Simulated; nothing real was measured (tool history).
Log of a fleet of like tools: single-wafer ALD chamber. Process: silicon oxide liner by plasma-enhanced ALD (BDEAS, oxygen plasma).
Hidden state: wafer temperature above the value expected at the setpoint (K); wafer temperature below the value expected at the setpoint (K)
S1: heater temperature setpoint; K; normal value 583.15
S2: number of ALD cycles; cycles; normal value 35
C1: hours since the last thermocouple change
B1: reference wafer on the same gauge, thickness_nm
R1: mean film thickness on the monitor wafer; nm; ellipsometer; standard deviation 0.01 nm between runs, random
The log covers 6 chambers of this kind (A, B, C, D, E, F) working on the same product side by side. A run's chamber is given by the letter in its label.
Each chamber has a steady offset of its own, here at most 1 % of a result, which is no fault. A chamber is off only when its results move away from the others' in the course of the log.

run 1F hour=5.1 | S1=583.15 S2=35 | C1=1665.3 | B1=2.9004 | R1=3.2105
run 2A hour=14.3 | S1=583.15 S2=35 | C1=908.1 | B1=2.9011 | R1=3.195
run 3E hour=18.7 | S1=583.15 S2=35 | C1=1195.7 | B1=2.8996 | R1=3.2374
run 4B hour=24.2 | S1=583.15 S2=35 | C1=1067.2 | B1=2.8975 | R1=3.1874
run 5D hour=28.6 | S1=583.15 S2=35 | C1=479.1 | B1=2.8976 | R1=3.1878
run 6C hour=34.8 | S1=583.15 S2=35 | C1=506.9 | B1=2.9007 | R1=3.2276
run 7C hour=43.2 | S1=583.15 S2=35 | C1=515.3 | B1=2.9013 | R1=3.2276
run 8D hour=52 | S1=583.15 S2=35 | C1=502.5 | B1=2.901 | R1=3.1852
run 9F hour=60.8 | S1=583.15 S2=35 | C1=1721 | B1=2.8981 | R1=3.1987
run 10B hour=69.1 | S1=583.15 S2=35 | C1=1112.1 | B1=2.8994 | R1=3.1873
run 11A hour=75.9 | S1=583.15 S2=35 | C1=969.7 | B1=2.8995 | R1=3.1939
-- hour=78.3 chamber B: thermocouple changed; heater temperature recalibrated
run 12E hour=85.2 | S1=595.15 S2=35 | C1=1262.2 | B1=2.8992 | R1=3.1581
run 13B hour=93.1 | S1=595.15 S2=35 | C1=14.8 | B1=2.8995 | R1=3.1442
run 14F hour=98.1 | S1=595.15 S2=35 | C1=1758.3 | B1=2.8982 | R1=3.134
run 15A hour=107 | S1=595.15 S2=35 | C1=1000.8 | B1=2.9006 | R1=3.1439
run 16E hour=116 | S1=595.15 S2=35 | C1=1293 | B1=2.9004 | R1=3.1549
run 17C hour=124.2 | S1=595.15 S2=35 | C1=596.3 | B1=2.8977 | R1=3.1928
run 18D hour=133.4 | S1=583.15 S2=35 | C1=583.9 | B1=2.9007 | R1=3.2035
run 19A hour=141 | S1=583.15 S2=35 | C1=1034.8 | B1=2.9004 | R1=3.1782
run 20C hour=147 | S1=583.15 S2=35 | C1=619.1 | B1=2.8986 | R1=3.222
run 21E hour=153.8 | S1=583.15 S2=35 | C1=1330.8 | B1=2.9013 | R1=3.1901
run 22D hour=159.7 | S1=583.15 S2=35 | C1=610.2 | B1=2.8996 | R1=3.1898
run 23B hour=167 | S1=583.15 S2=35 | C1=88.7 | B1=2.9026 | R1=3.1799
run 24F hour=174.6 | S1=583.15 S2=35 | C1=1834.8 | B1=2.8991 | R1=3.1744
run 25F hour=182.5 | S1=583.15 S2=35 | C1=1842.7 | B1=2.9007 | R1=3.1725
run 26B hour=191.2 | S1=583.15 S2=35 | C1=112.9 | B1=2.9015 | R1=3.1845
run 27E hour=197.7 | S1=583.15 S2=35 | C1=1374.7 | B1=2.9005 | R1=3.2092
run 28C hour=207 | S1=583.15 S2=35 | C1=679.1 | B1=2.899 | R1=3.2505
run 29A hour=215 | S1=583.15 S2=35 | C1=1108.8 | B1=2.8999 | R1=3.1816
run 30D hour=220.7 | S1=583.15 S2=35 | C1=671.2 | B1=2.9006 | R1=3.1965
run 31D hour=224.9 | S1=583.15 S2=35 | C1=675.4 | B1=2.9006 | R1=3.2138
run 32A hour=229.5 | S1=597.15 S2=35 | C1=1123.3 | B1=2.8988 | R1=3.1193
run 33B hour=237.5 | S1=597.15 S2=35 | C1=159.2 | B1=2.8994 | R1=3.1287
run 34E hour=246.8 | S1=597.15 S2=35 | C1=1423.8 | B1=2.8994 | R1=3.1548
-- hour=252.9 chamber F: thermocouple changed; heater temperature recalibrated
run 35C hour=253.3 | S1=597.15 S2=35 | C1=725.4 | B1=2.9013 | R1=3.17
run 36F hour=258.6 | S1=597.15 S2=35 | C1=5.7 | B1=2.9018 | R1=3.1401
run 37F hour=264 | S1=597.15 S2=35 | C1=11.1 | B1=2.9016 | R1=3.1389
run 38E hour=271.8 | S1=583.15 S2=35 | C1=1448.8 | B1=2.9017 | R1=3.2135
run 39C hour=278.8 | S1=583.15 S2=35 | C1=750.9 | B1=2.9007 | R1=3.2239
run 40A hour=284.7 | S1=583.15 S2=35 | C1=1178.5 | B1=2.898 | R1=3.1661
run 41B hour=291.1 | S1=583.15 S2=35 | C1=212.8 | B1=2.8995 | R1=3.1935

Each of the 6 chambers runs these same settings next. Fill in every chamber's results:
run 42A hour=298 | S1=583.15 S2=39 | R1=?
run 42B hour=298 | S1=583.15 S2=39 | R1=?
run 42C hour=298 | S1=583.15 S2=39 | R1=?
run 42D hour=298 | S1=583.15 S2=39 | R1=?
run 42E hour=298 | S1=583.15 S2=39 | R1=?
run 42F hour=298 | S1=583.15 S2=39 | R1=?

run=42A R1=3.546
run=42B R1=3.5616
run=42C R1=3.6047
run=42D R1=3.5718
run=42E R1=3.5669
run=42F R1=3.5717

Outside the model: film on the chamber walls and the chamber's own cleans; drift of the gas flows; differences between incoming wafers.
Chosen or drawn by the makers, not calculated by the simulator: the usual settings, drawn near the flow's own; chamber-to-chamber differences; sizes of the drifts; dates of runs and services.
